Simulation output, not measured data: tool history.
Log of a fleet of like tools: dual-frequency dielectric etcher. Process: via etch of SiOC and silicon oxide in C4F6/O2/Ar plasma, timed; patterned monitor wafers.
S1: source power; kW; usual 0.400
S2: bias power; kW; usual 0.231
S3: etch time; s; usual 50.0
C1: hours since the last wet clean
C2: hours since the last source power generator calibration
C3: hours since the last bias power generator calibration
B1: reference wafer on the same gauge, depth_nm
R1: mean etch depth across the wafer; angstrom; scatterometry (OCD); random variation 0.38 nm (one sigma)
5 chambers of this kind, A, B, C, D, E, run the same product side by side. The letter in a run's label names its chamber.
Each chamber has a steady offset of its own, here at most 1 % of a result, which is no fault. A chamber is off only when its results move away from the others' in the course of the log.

run 1B hour=3.8 | S1=0.400 S2=0.231 S3=50.0 | C1=56.5 C2=1399.6 C3=135.4 | B1=63.113 | R1=610.65
run 2D hour=8.0 | S1=0.400 S2=0.231 S3=50.0 | C1=325.4 C2=2603.7 C3=2485.0 | B1=62.899 | R1=615.60
run 3E hour=10.2 | S1=0.400 S2=0.231 S3=50.0 | C1=375.7 C2=732.0 C3=3095.6 | B1=62.977 | R1=609.81
run 4C hour=14.1 | S1=0.400 S2=0.231 S3=50.0 | C1=398.8 C2=292.2 C3=1602.1 | B1=62.972 | R1=615.85
run 5A hour=15.9 | S1=0.400 S2=0.231 S3=50.0 | C1=208.1 C2=69.6 C3=1848.9 | B1=63.017 | R1=611.40
run 6B hour=19.1 | S1=0.400 S2=0.231 S3=50.0 | C1=71.8 C2=1414.9 C3=150.7 | B1=63.041 | R1=621.16
run 7E hour=21.8 | S1=0.310 S2=0.231 S3=50.0 | C1=387.3 C2=743.6 C3=3107.2 | B1=63.019 | R1=552.30
run 8C hour=26.1 | S1=0.310 S2=0.231 S3=50.0 | C1=410.8 C2=304.2 C3=1614.1 | B1=63.141 | R1=553.87
run 9D hour=29.9 | S1=0.310 S2=0.231 S3=50.0 | C1=347.3 C2=2625.6 C3=2506.9 | B1=63.009 | R1=561.77
run 10A hour=33.1 | S1=0.310 S2=0.231 S3=50.0 | C1=225.3 C2=86.8 C3=1866.1 | B1=63.080 | R1=560.44
-- hour=35.6 chamber D: wet clean of the chamber
run 11C hour=36.8 | S1=0.310 S2=0.231 S3=50.0 | C1=421.5 C2=314.9 C3=1624.8 | B1=62.987 | R1=559.09
run 12B hour=41.1 | S1=0.400 S2=0.231 S3=50.0 | C1=93.8 C2=1436.9 C3=172.7 | B1=63.034 | R1=616.34
run 13A hour=43.6 | S1=0.400 S2=0.231 S3=50.0 | C1=235.8 C2=97.3 C3=1876.6 | B1=62.949 | R1=618.32
run 14E hour=46.9 | S1=0.400 S2=0.231 S3=50.0 | C1=412.4 C2=768.7 C3=3132.3 | B1=63.044 | R1=609.47
run 15D hour=48.9 | S1=0.400 S2=0.231 S3=50.0 | C1=13.4 C2=2644.6 C3=2525.9 | B1=63.012 | R1=639.48
run 16E hour=51.2 | S1=0.400 S2=0.231 S3=50.0 | C1=416.7 C2=773.0 C3=3136.6 | B1=63.014 | R1=619.28
run 17D hour=55.3 | S1=0.340 S2=0.231 S3=38.5 | C1=19.8 C2=2651.0 C3=2532.3 | B1=62.989 | R1=460.20
run 18A hour=58.5 | S1=0.340 S2=0.231 S3=38.5 | C1=250.7 C2=112.2 C3=1891.5 | B1=63.015 | R1=448.80
run 19B hour=62.7 | S1=0.340 S2=0.231 S3=38.5 | C1=115.4 C2=1458.5 C3=194.3 | B1=63.115 | R1=443.66
run 20C hour=66.0 | S1=0.340 S2=0.231 S3=38.5 | C1=450.7 C2=344.1 C3=1654.0 | B1=62.924 | R1=449.61
run 21C hour=69.4 | S1=0.340 S2=0.231 S3=38.5 | C1=454.1 C2=347.5 C3=1657.4 | B1=62.972 | R1=446.14
run 22D hour=72.2 | S1=0.400 S2=0.231 S3=40.0 | C1=36.7 C2=2667.9 C3=2549.2 | B1=62.955 | R1=520.81
run 23B hour=74.3 | S1=0.400 S2=0.231 S3=40.0 | C1=127.0 C2=1470.1 C3=205.9 | B1=63.011 | R1=492.35
run 24E hour=77.3 | S1=0.400 S2=0.231 S3=40.0 | C1=442.8 C2=799.1 C3=3162.7 | B1=62.948 | R1=486.78
run 25A hour=80.0 | S1=0.400 S2=0.231 S3=40.0 | C1=272.2 C2=133.7 C3=1913.0 | B1=62.963 | R1=488.87
run 26E hour=84.2 | S1=0.400 S2=0.231 S3=40.0 | C1=449.7 C2=806.0 C3=3169.6 | B1=63.002 | R1=485.54
run 27D hour=86.4 | S1=0.360 S2=0.231 S3=50.0 | C1=50.9 C2=2682.1 C3=2563.4 | B1=62.976 | R1=616.87
run 28C hour=88.5 | S1=0.360 S2=0.231 S3=50.0 | C1=473.2 C2=366.6 C3=1676.5 | B1=62.928 | R1=592.58
run 29A hour=90.8 | S1=0.360 S2=0.231 S3=50.0 | C1=283.0 C2=144.5 C3=1923.8 | B1=63.048 | R1=593.74
run 30B hour=92.8 | S1=0.360 S2=0.231 S3=50.0 | C1=145.5 C2=1488.6 C3=224.4 | B1=63.076 | R1=588.86

Is one chamber off against the others, does the gauge drift, or is nothing wrong? If a chamber is off, say which, and what the likeliest cause is.

A service left chamber D off against the others.
Cause: etch rate over this chamber's usual, % = 3.69.

Here are 4 candidates for chamber D's next run, each the usual settings with a change, their results left as question marks. Which one brings its results back in line with what the others give on the usual settings?
In line means no further than this from the other chambers' mean on the usual settings: R1 13.00 angstrom
run 31D-1 hour=95.8 | S1=0.320 S2=0.231 S3=50.0 | R1=?
run 31D-2 hour=95.8 | S1=0.450 S2=0.256 S3=50.0 | R1=?
run 31D-3 hour=95.8 | S1=0.400 S2=0.233 S3=52.0 | R1=?
run 31D-4 hour=95.8 | S1=0.400 S2=0.229 S3=48.0 | R1=?

The other chambers' mean on the usual settings: R1 614.46 angstrom
run=31D-1 R1=589.86
run=31D-2 R1=693.85
run=31D-3 R1=668.90
run=31D-4 R1=613.90
31D-4 brings the chamber back in line.
